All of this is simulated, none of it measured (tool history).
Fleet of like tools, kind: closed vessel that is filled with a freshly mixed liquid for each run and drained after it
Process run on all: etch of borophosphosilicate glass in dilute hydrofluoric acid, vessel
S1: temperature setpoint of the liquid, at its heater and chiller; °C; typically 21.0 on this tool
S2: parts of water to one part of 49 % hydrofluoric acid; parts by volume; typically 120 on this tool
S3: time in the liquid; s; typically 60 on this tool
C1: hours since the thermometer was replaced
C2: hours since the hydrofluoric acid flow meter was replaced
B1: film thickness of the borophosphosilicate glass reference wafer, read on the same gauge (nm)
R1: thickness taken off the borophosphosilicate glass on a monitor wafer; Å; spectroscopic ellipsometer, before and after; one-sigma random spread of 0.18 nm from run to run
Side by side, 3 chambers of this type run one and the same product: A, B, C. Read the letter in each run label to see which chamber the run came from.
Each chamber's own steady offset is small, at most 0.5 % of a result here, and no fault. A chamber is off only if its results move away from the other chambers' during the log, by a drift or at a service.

run	hour	S1	S2	S3	C1	C2	B1	R1
1B	8.6	21.0	120	60	2120.0	620.1	59.999	212.02
2A	19.6	21.0	120	60	97.0	1090.6	59.980	213.07
3C	27.0	21.0	120	60	1032.9	965.3	59.985	208.30
# hour 31.0: chamber C: hydrofluoric acid flow meter replaced
4A	34.5	21.0	120	60	111.9	1105.5	60.031	210.62
5C	40.2	21.0	120	60	1046.1	9.2	60.013	210.21
6B	48.3	21.0	120	60	2159.7	659.8	59.961	206.02
7A	56.0	21.0	120	60	133.4	1127.0	60.011	208.06
8C	66.9	21.0	120	60	1072.8	35.9	60.002	209.25
9B	74.5	21.0	120	60	2185.9	686.0	60.012	209.75
10C	82.8	21.0	120	60	1088.7	51.8	59.991	209.59
11B	90.3	21.0	120	60	2201.7	701.8	60.000	206.40
12A	97.4	25.0	80	60	174.8	1168.4	60.024	390.37
13B	105.9	25.0	80	60	2217.3	717.4	59.994	386.95
14C	116.1	25.0	80	60	1122.0	85.1	59.988	387.33
15A	125.6	21.0	120	60	203.0	1196.6	59.999	210.53
16B	134.0	21.0	120	60	2245.4	745.5	60.004	204.25
17C	140.7	21.0	120	60	1146.6	109.7	59.995	210.28
18A	149.5	21.0	120	60	226.9	1220.5	60.018	207.12
19B	154.5	21.0	120	60	2265.9	766.0	60.069	200.10
20A	163.2	21.0	120	60	240.6	1234.2	59.971	208.12
21C	170.8	21.0	120	60	1176.7	139.8	60.023	213.61
22C	178.4	21.0	120	60	1184.3	147.4	60.001	212.10
23B	187.8	21.0	120	60	2299.2	799.3	59.990	200.05
24A	195.6	21.0	120	60	273.0	1266.6	59.948	210.64
25B	202.7	21.0	120	60	2314.1	814.2	59.962	197.01
26C	207.6	21.0	120	60	1213.5	176.6	59.997	210.66
27A	217.0	21.0	120	60	294.4	1288.0	60.042	212.41
28C	225.5	21.0	120	60	1231.4	194.5	60.024	213.89
29B	233.4	21.0	120	60	2344.8	844.9	60.007	195.86
30A	241.4	19.5	120	60	318.8	1312.4	59.944	197.72
31B	250.6	19.5	120	60	2362.0	862.1	60.007	180.95
32A	258.7	19.5	120	60	336.1	1329.7	59.976	198.75
33C	267.6	21.0	120	60	1273.5	236.6	60.062	210.15
34B	278.0	21.0	120	60	2389.4	889.5	60.034	192.56
35A	285.7	21.0	120	60	363.1	1356.7	60.018	210.48
36C	293.9	21.0	120	60	1299.8	262.9	60.011	209.89
37B	302.2	21.0	120	60	2413.6	913.7	60.002	190.17
38A	313.3	21.0	120	60	390.7	1384.3	59.992	208.72
39C	323.5	21.0	120	60	1329.4	292.5	60.033	210.24
40A	329.1	21.0	120	60	406.5	1400.1	60.033	212.05

Which is it: a chamber that has drifted or been left off by a service, a gauge drift common to all chambers, or only each chamber's usual small offset? If a chamber is off, name it and its likeliest cause.

It is chamber B that slowly wanders off from its peers.
What lies behind it: hydrofluoric acid flow below the setpoint (%) = 9.92.
With only this log, it may be confused with: liquid colder than its thermometer reads (K).

Below are 4 candidate recipes for chamber B's next run, each the usual settings with a change, their results shown as question marks. Which of them brings B's results back in line with what the other chambers give on the usual settings?
Maximum distance from the other chambers' mean on the usual settings for a result to count as in line: R1 6.20 Å
41B-1	337.2	21.0	115	65				?
41B-2	337.2	20.5	145	60				?
41B-3	337.2	20.5	130	60				?
41B-4	337.2	27.0	120	60				?

The other chambers' mean on the usual settings: R1 210.49 Å
run	R1
41B-1	214.19
41B-2	147.79
41B-3	168.03
41B-4	237.78
Change 41B-1 lands the chamber within the allowed miss of the other chambers.
